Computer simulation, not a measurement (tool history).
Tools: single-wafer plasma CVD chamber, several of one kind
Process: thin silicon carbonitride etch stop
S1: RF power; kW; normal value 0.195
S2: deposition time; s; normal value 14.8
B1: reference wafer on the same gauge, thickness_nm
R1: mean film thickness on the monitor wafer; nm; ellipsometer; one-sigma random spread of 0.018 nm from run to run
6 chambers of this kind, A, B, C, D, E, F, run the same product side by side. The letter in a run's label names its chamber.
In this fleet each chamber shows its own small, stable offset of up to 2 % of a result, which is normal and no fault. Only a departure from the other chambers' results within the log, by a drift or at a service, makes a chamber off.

run 1B hour=6.6 | S1=0.195 S2=14.8 | B1=8.8004 | R1=8.4197
run 2A hour=12.5 | S1=0.195 S2=14.8 | B1=8.7975 | R1=8.4180
run 3C hour=19.7 | S1=0.195 S2=14.8 | B1=8.8010 | R1=8.2136
run 4E hour=28.6 | S1=0.195 S2=14.8 | B1=8.8013 | R1=8.3143
run 5D hour=36.7 | S1=0.220 S2=15.8 | B1=8.8032 | R1=9.2204
run 6F hour=43.7 | S1=0.220 S2=15.8 | B1=8.7945 | R1=9.2471
run 7A hour=50.8 | S1=0.220 S2=15.8 | B1=8.7969 | R1=9.3549
run 8B hour=57.9 | S1=0.220 S2=15.8 | B1=8.8007 | R1=9.2930
run 9F hour=65.3 | S1=0.220 S2=15.8 | B1=8.8026 | R1=9.2683
run 10C hour=73.7 | S1=0.220 S2=15.8 | B1=8.8025 | R1=9.0690
run 11D hour=82.0 | S1=0.195 S2=14.8 | B1=8.7992 | R1=8.3306
run 12E hour=88.0 | S1=0.195 S2=14.8 | B1=8.7960 | R1=8.3352
run 13B hour=92.6 | S1=0.195 S2=14.8 | B1=8.8013 | R1=8.3878
run 14C hour=96.6 | S1=0.220 S2=12.3 | B1=8.8026 | R1=7.0920
run 15A hour=102.1 | S1=0.220 S2=12.3 | B1=8.7983 | R1=7.2554
run 16D hour=107.1 | S1=0.220 S2=12.3 | B1=8.8040 | R1=7.2009
run 17E hour=114.7 | S1=0.220 S2=12.3 | B1=8.8009 | R1=7.1668
run 18F hour=120.9 | S1=0.220 S2=12.3 | B1=8.8021 | R1=7.1962
run 19E hour=127.0 | S1=0.220 S2=12.3 | B1=8.7965 | R1=7.1990
run 20F hour=131.6 | S1=0.195 S2=14.8 | B1=8.7960 | R1=8.3931
run 21D hour=136.7 | S1=0.195 S2=14.8 | B1=8.8037 | R1=8.3376
run 22B hour=145.2 | S1=0.195 S2=14.8 | B1=8.8019 | R1=8.3890
run 23C hour=149.6 | S1=0.195 S2=14.8 | B1=8.7970 | R1=8.2440
run 24A hour=158.7 | S1=0.195 S2=14.8 | B1=8.7973 | R1=8.4339
run 25C hour=167.5 | S1=0.195 S2=14.8 | B1=8.7970 | R1=8.1909
run 26A hour=174.2 | S1=0.195 S2=14.8 | B1=8.8026 | R1=8.4416
run 27E hour=182.6 | S1=0.195 S2=14.8 | B1=8.7981 | R1=8.3334
run 28B hour=187.7 | S1=0.195 S2=14.8 | B1=8.8020 | R1=8.3976
run 29F hour=191.6 | S1=0.195 S2=14.8 | B1=8.7995 | R1=8.3500
run 30D hour=198.6 | S1=0.195 S2=14.8 | B1=8.7947 | R1=8.3193
run 31A hour=204.9 | S1=0.195 S2=14.8 | B1=8.8033 | R1=8.4182
run 32F hour=211.6 | S1=0.195 S2=14.8 | B1=8.7982 | R1=8.3488
run 33C hour=217.2 | S1=0.195 S2=14.8 | B1=8.7997 | R1=8.2267
run 34B hour=223.5 | S1=0.195 S2=14.8 | B1=8.7988 | R1=8.3862
run 35E hour=231.1 | S1=0.160 S2=16.1 | B1=8.7978 | R1=8.5576
run 36D hour=238.8 | S1=0.160 S2=16.1 | B1=8.7966 | R1=8.5705
run 37F hour=246.2 | S1=0.160 S2=16.1 | B1=8.8062 | R1=8.5902
run 38D hour=250.6 | S1=0.160 S2=16.1 | B1=8.7974 | R1=8.5448
run 39A hour=258.1 | S1=0.160 S2=16.1 | B1=8.8007 | R1=8.6334
run 40E hour=266.8 | S1=0.160 S2=16.1 | B1=8.7967 | R1=8.5294
run 41B hour=275.7 | S1=0.195 S2=14.8 | B1=8.7968 | R1=8.3618
run 42C hour=282.5 | S1=0.195 S2=14.8 | B1=8.7968 | R1=8.2405
run 43A hour=288.9 | S1=0.195 S2=14.8 | B1=8.8001 | R1=8.4442

All 6 chambers run these settings next. Forecast each chamber's results:
run 44A hour=295.5 | S1=0.195 S2=14.8 | R1=?
run 44B hour=295.5 | S1=0.195 S2=14.8 | R1=?
run 44C hour=295.5 | S1=0.195 S2=14.8 | R1=?
run 44D hour=295.5 | S1=0.195 S2=14.8 | R1=?
run 44E hour=295.5 | S1=0.195 S2=14.8 | R1=?
run 44F hour=295.5 | S1=0.195 S2=14.8 | R1=?

run=44A R1=8.4256
run=44B R1=8.3865
run=44C R1=8.2130
run=44D R1=8.3125
run=44E R1=8.3434
run=44F R1=8.3508
